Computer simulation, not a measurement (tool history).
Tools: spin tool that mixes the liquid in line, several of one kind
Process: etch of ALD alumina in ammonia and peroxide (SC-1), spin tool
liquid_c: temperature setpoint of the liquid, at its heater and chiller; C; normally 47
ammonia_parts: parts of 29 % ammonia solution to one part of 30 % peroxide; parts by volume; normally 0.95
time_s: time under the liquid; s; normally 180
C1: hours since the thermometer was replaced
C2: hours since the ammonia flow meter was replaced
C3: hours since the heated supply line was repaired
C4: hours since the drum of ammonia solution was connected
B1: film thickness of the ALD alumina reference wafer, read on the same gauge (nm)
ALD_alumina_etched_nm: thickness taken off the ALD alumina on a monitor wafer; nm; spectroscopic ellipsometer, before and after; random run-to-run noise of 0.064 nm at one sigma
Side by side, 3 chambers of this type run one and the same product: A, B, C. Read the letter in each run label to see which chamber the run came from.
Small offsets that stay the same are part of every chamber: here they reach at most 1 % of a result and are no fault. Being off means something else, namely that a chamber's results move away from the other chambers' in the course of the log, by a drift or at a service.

run 1C hour=10 | liquid_c=47 ammonia_parts=0.95 time_s=180 | C1=947.4 C2=1165.5 C3=759.9 C4=395.5 | B1=99.98 | ALD_alumina_etched_nm=8.5259
run 2A hour=16.5 | liquid_c=47 ammonia_parts=0.95 time_s=180 | C1=301.8 C2=503.8 C3=1234.7 C4=778.1 | B1=100.01 | ALD_alumina_etched_nm=8.5483
run 3B hour=21.7 | liquid_c=47 ammonia_parts=0.95 time_s=180 | C1=428.1 C2=537.6 C3=1370.1 C4=254.5 | B1=99.99 | ALD_alumina_etched_nm=8.3889
run 4C hour=26.9 | liquid_c=47 ammonia_parts=0.95 time_s=180 | C1=964.3 C2=1182.4 C3=776.8 C4=412.4 | B1=99.97 | ALD_alumina_etched_nm=8.5323
-- hour=31.5 chamber C: heated supply line repaired
run 5A hour=35.8 | liquid_c=47 ammonia_parts=0.95 time_s=180 | C1=321.1 C2=523.1 C3=1254 C4=797.4 | B1=99.995 | ALD_alumina_etched_nm=8.5616
run 6B hour=43.8 | liquid_c=47 ammonia_parts=0.95 time_s=180 | C1=450.2 C2=559.7 C3=1392.2 C4=276.6 | B1=100.03 | ALD_alumina_etched_nm=8.4434
run 7B hour=48.4 | liquid_c=47 ammonia_parts=0.95 time_s=180 | C1=454.8 C2=564.3 C3=1396.8 C4=281.2 | B1=99.979 | ALD_alumina_etched_nm=8.5384
run 8C hour=55.3 | liquid_c=47 ammonia_parts=0.95 time_s=180 | C1=992.7 C2=1210.8 C3=23.8 C4=440.8 | B1=99.985 | ALD_alumina_etched_nm=8.5153
run 9A hour=61.2 | liquid_c=47 ammonia_parts=0.95 time_s=180 | C1=346.5 C2=548.5 C3=1279.4 C4=822.8 | B1=99.996 | ALD_alumina_etched_nm=8.521
run 10C hour=67.2 | liquid_c=47 ammonia_parts=0.95 time_s=180 | C1=1004.6 C2=1222.7 C3=35.7 C4=452.7 | B1=100 | ALD_alumina_etched_nm=8.6447
run 11B hour=77.6 | liquid_c=47 ammonia_parts=0.95 time_s=180 | C1=484 C2=593.5 C3=1426 C4=310.4 | B1=99.995 | ALD_alumina_etched_nm=8.5184
run 12A hour=84.2 | liquid_c=47 ammonia_parts=0.95 time_s=180 | C1=369.5 C2=571.5 C3=1302.4 C4=845.8 | B1=99.999 | ALD_alumina_etched_nm=8.5289
run 13C hour=90.5 | liquid_c=47 ammonia_parts=0.95 time_s=180 | C1=1027.9 C2=1246 C3=59 C4=476 | B1=99.995 | ALD_alumina_etched_nm=8.5274
run 14B hour=96.7 | liquid_c=47 ammonia_parts=0.95 time_s=180 | C1=503.1 C2=612.6 C3=1445.1 C4=329.5 | B1=100.01 | ALD_alumina_etched_nm=8.4634
run 15A hour=107.1 | liquid_c=47 ammonia_parts=0.95 time_s=180 | C1=392.4 C2=594.4 C3=1325.3 C4=868.7 | B1=99.996 | ALD_alumina_etched_nm=8.5838
run 16C hour=117.5 | liquid_c=47 ammonia_parts=0.95 time_s=180 | C1=1054.9 C2=1273 C3=86 C4=503 | B1=100.02 | ALD_alumina_etched_nm=8.3896
run 17B hour=123.2 | liquid_c=47 ammonia_parts=0.95 time_s=180 | C1=529.6 C2=639.1 C3=1471.6 C4=356 | B1=99.997 | ALD_alumina_etched_nm=8.5877
run 18A hour=130.7 | liquid_c=47 ammonia_parts=1.2 time_s=120 | C1=416 C2=618 C3=1348.9 C4=892.3 | B1=99.997 | ALD_alumina_etched_nm=5.8829
run 19C hour=140.3 | liquid_c=47 ammonia_parts=1.2 time_s=120 | C1=1077.7 C2=1295.8 C3=108.8 C4=525.8 | B1=100.02 | ALD_alumina_etched_nm=5.8223
-- hour=141.4 chamber C: new drum of ammonia solution connected
run 20B hour=148.5 | liquid_c=47 ammonia_parts=1.2 time_s=120 | C1=554.9 C2=664.4 C3=1496.9 C4=381.3 | B1=99.997 | ALD_alumina_etched_nm=5.7148
run 21A hour=155.5 | liquid_c=47 ammonia_parts=0.95 time_s=180 | C1=440.8 C2=642.8 C3=1373.7 C4=917.1 | B1=99.995 | ALD_alumina_etched_nm=8.5331
-- hour=159.7 chamber B: new drum of ammonia solution connected
run 22C hour=163.1 | liquid_c=47 ammonia_parts=0.95 time_s=180 | C1=1100.5 C2=1318.6 C3=131.6 C4=21.7 | B1=100.01 | ALD_alumina_etched_nm=8.5586
run 23A hour=168 | liquid_c=39 ammonia_parts=1.2 time_s=180 | C1=453.3 C2=655.3 C3=1386.2 C4=929.6 | B1=100.01 | ALD_alumina_etched_nm=5.5057
run 24B hour=177.3 | liquid_c=39 ammonia_parts=1.2 time_s=180 | C1=583.7 C2=693.2 C3=1525.7 C4=17.6 | B1=99.994 | ALD_alumina_etched_nm=5.5264
run 25B hour=183 | liquid_c=39 ammonia_parts=1.2 time_s=180 | C1=589.4 C2=698.9 C3=1531.4 C4=23.3 | B1=99.993 | ALD_alumina_etched_nm=5.4376
run 26A hour=191.1 | liquid_c=47 ammonia_parts=0.95 time_s=180 | C1=476.4 C2=678.4 C3=1409.3 C4=952.7 | B1=100.03 | ALD_alumina_etched_nm=8.5178
run 27C hour=197.7 | liquid_c=47 ammonia_parts=0.95 time_s=180 | C1=1135.1 C2=1353.2 C3=166.2 C4=56.3 | B1=99.983 | ALD_alumina_etched_nm=8.4399
run 28C hour=203.2 | liquid_c=47 ammonia_parts=0.95 time_s=180 | C1=1140.6 C2=1358.7 C3=171.7 C4=61.8 | B1=99.99 | ALD_alumina_etched_nm=8.6397
run 29A hour=208.8 | liquid_c=47 ammonia_parts=0.95 time_s=180 | C1=494.1 C2=696.1 C3=1427 C4=970.4 | B1=99.994 | ALD_alumina_etched_nm=8.4656
run 30B hour=216.1 | liquid_c=47 ammonia_parts=0.95 time_s=180 | C1=622.5 C2=732 C3=1564.5 C4=56.4 | B1=100.01 | ALD_alumina_etched_nm=8.5176
run 31B hour=223.3 | liquid_c=47 ammonia_parts=0.95 time_s=180 | C1=629.7 C2=739.2 C3=1571.7 C4=63.6 | B1=100.02 | ALD_alumina_etched_nm=8.3592
run 32A hour=232 | liquid_c=41.5 ammonia_parts=0.95 time_s=75 | C1=517.3 C2=719.3 C3=1450.2 C4=993.6 | B1=99.981 | ALD_alumina_etched_nm=2.5762

Each of the 3 chambers runs these same settings next. Fill in every chamber's results:
run 33A hour=239.7 | liquid_c=47 ammonia_parts=0.95 time_s=120 | ALD_alumina_etched_nm=?
run 33B hour=239.7 | liquid_c=47 ammonia_parts=0.95 time_s=120 | ALD_alumina_etched_nm=?
run 33C hour=239.7 | liquid_c=47 ammonia_parts=0.95 time_s=120 | ALD_alumina_etched_nm=?

run=33A ALD_alumina_etched_nm=5.6249
run=33B ALD_alumina_etched_nm=5.6839
run=33C ALD_alumina_etched_nm=5.7642

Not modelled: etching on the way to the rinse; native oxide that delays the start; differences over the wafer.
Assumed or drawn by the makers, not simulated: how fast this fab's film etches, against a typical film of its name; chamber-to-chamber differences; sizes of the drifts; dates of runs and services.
